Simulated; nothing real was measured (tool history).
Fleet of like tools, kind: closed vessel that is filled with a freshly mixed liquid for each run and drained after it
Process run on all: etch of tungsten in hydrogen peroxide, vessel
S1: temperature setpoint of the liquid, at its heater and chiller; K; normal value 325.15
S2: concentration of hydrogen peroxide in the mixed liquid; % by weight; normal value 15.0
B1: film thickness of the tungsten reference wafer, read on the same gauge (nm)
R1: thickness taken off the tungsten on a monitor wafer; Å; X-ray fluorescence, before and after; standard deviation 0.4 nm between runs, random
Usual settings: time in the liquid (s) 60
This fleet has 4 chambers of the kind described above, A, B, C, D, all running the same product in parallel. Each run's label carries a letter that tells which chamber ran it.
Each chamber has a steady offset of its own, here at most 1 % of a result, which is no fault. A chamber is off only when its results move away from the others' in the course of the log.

{"run": "1A", "hour": 13.4, "S1": 325.15, "S2": 15.0, "time in the liquid (s)": 60, "B1": 100.01, "R1": 501.32}
{"run": "2B", "hour": 29.5, "S1": 325.15, "S2": 15.0, "time in the liquid (s)": 60, "B1": 100.0, "R1": 502.91}
{"run": "3C", "hour": 38.3, "S1": 325.15, "S2": 15.0, "time in the liquid (s)": 60, "B1": 99.997, "R1": 491.7}
{"run": "4D", "hour": 46.7, "S1": 325.15, "S2": 15.0, "time in the liquid (s)": 60, "B1": 99.998, "R1": 493.9}
{"run": "5D", "hour": 62.8, "S1": 325.15, "S2": 15.0, "time in the liquid (s)": 60, "B1": 100.01, "R1": 493.14}
{"run": "6A", "hour": 77.4, "S1": 325.15, "S2": 15.0, "time in the liquid (s)": 60, "B1": 100.01, "R1": 501.21}
{"run": "7C", "hour": 86.0, "S1": 325.15, "S2": 15.0, "time in the liquid (s)": 60, "B1": 99.986, "R1": 497.12}
{"run": "8B", "hour": 98.1, "S1": 325.15, "S2": 15.0, "time in the liquid (s)": 60, "B1": 99.977, "R1": 502.12}
{"run": "9B", "hour": 106.1, "S1": 325.15, "S2": 15.0, "time in the liquid (s)": 60, "B1": 99.991, "R1": 498.68}
{"run": "10D", "hour": 120.6, "S1": 321.15, "S2": 18.5, "time in the liquid (s)": 60, "B1": 99.988, "R1": 428.2}
{"run": "11C", "hour": 130.9, "S1": 321.15, "S2": 18.5, "time in the liquid (s)": 60, "B1": 100.01, "R1": 439.76}
{"run": "12A", "hour": 139.9, "S1": 321.15, "S2": 18.5, "time in the liquid (s)": 60, "B1": 99.994, "R1": 431.57}
{"run": "13B", "hour": 152.7, "S1": 321.15, "S2": 18.5, "time in the liquid (s)": 60, "B1": 99.983, "R1": 434.93}
{"run": "14D", "hour": 160.3, "S1": 325.15, "S2": 15.0, "time in the liquid (s)": 60, "B1": 99.987, "R1": 491.3}
{"run": "15A", "hour": 170.7, "S1": 325.15, "S2": 15.0, "time in the liquid (s)": 60, "B1": 100.01, "R1": 486.82}
{"run": "16C", "hour": 181.3, "S1": 317.15, "S2": 12.0, "time in the liquid (s)": 60, "B1": 100.0, "R1": 278.41}
{"hour": 187.2, "done": "chamber D: thermometer replaced"}
{"run": "17C", "hour": 196.7, "S1": 317.15, "S2": 12.0, "time in the liquid (s)": 60, "B1": 99.99, "R1": 278.34}
{"run": "18A", "hour": 205.6, "S1": 317.15, "S2": 12.0, "time in the liquid (s)": 60, "B1": 100.0, "R1": 274.9}
{"run": "19B", "hour": 215.3, "S1": 317.15, "S2": 12.0, "time in the liquid (s)": 60, "B1": 99.996, "R1": 268.72}
{"hour": 217.2, "done": "chamber D: new drum of peroxide connected"}
{"run": "20D", "hour": 231.0, "S1": 325.15, "S2": 15.0, "time in the liquid (s)": 60, "B1": 100.02, "R1": 493.49}
{"run": "21D", "hour": 241.0, "S1": 325.15, "S2": 15.0, "time in the liquid (s)": 60, "B1": 99.999, "R1": 497.5}
{"hour": 241.9, "done": "chamber B: new drum of peroxide connected"}
{"run": "22C", "hour": 249.4, "S1": 325.15, "S2": 15.0, "time in the liquid (s)": 60, "B1": 100.0, "R1": 518.1}
{"run": "23B", "hour": 256.8, "S1": 325.15, "S2": 17.0, "time in the liquid (s)": 60, "B1": 99.992, "R1": 529.85}
{"run": "24A", "hour": 267.1, "S1": 325.15, "S2": 17.0, "time in the liquid (s)": 60, "B1": 99.992, "R1": 523.2}
{"run": "25B", "hour": 276.3, "S1": 325.15, "S2": 17.0, "time in the liquid (s)": 60, "B1": 100.01, "R1": 528.19}
{"run": "26A", "hour": 283.6, "S1": 325.15, "S2": 17.0, "time in the liquid (s)": 60, "B1": 100.02, "R1": 534.43}
{"run": "27D", "hour": 298.7, "S1": 325.15, "S2": 15.0, "time in the liquid (s)": 60, "B1": 99.991, "R1": 503.19}
{"run": "28C", "hour": 311.3, "S1": 325.15, "S2": 15.0, "time in the liquid (s)": 60, "B1": 100.01, "R1": 528.03}
{"run": "29D", "hour": 320.0, "S1": 325.15, "S2": 15.0, "time in the liquid (s)": 60, "B1": 100.0, "R1": 496.03}
{"run": "30A", "hour": 336.1, "S1": 325.15, "S2": 15.0, "time in the liquid (s)": 60, "B1": 99.983, "R1": 501.06}
{"run": "31B", "hour": 348.0, "S1": 325.15, "S2": 15.0, "time in the liquid (s)": 60, "B1": 99.977, "R1": 498.91}

Is one chamber out of step, is the gauge drifting, or do the chambers differ by no more than their own small offsets? For an off chamber, give its letter and the likeliest cause.

One chamber, C, drifts off from the rest bit by bit.
Most likely cause: liquid hotter than its thermometer reads (K) = 1.14.
The log may not tell that from: peroxide flow above the setpoint (%).

Which of the 4 candidates below, each the usual settings with something changed and its results left as question marks, puts chamber C back in line with what the other chambers give on the usual settings?
A result is in line if it is within this distance of the other chambers' mean on the usual settings: R1 14.00 Å
{"run": "32C-1", "hour": 359.9, "S1": 327.15, "S2": 15.0, "time in the liquid (s)": 60, "R1": "?"}
{"run": "32C-2", "hour": 359.9, "S1": 325.15, "S2": 12.0, "time in the liquid (s)": 60, "R1": "?"}
{"run": "32C-3", "hour": 359.9, "S1": 326.15, "S2": 15.0, "time in the liquid (s)": 60, "R1": "?"}
{"run": "32C-4", "hour": 359.9, "S1": 324.15, "S2": 15.0, "time in the liquid (s)": 60, "R1": "?"}

What the other chambers average on the usual settings: R1 496.96 Å
run=32C-1 R1=600.66
run=32C-2 R1=478.64
run=32C-3 R1=566.69
run=32C-4 R1=503.57
It is 32C-4 that realigns the chamber with its peers.

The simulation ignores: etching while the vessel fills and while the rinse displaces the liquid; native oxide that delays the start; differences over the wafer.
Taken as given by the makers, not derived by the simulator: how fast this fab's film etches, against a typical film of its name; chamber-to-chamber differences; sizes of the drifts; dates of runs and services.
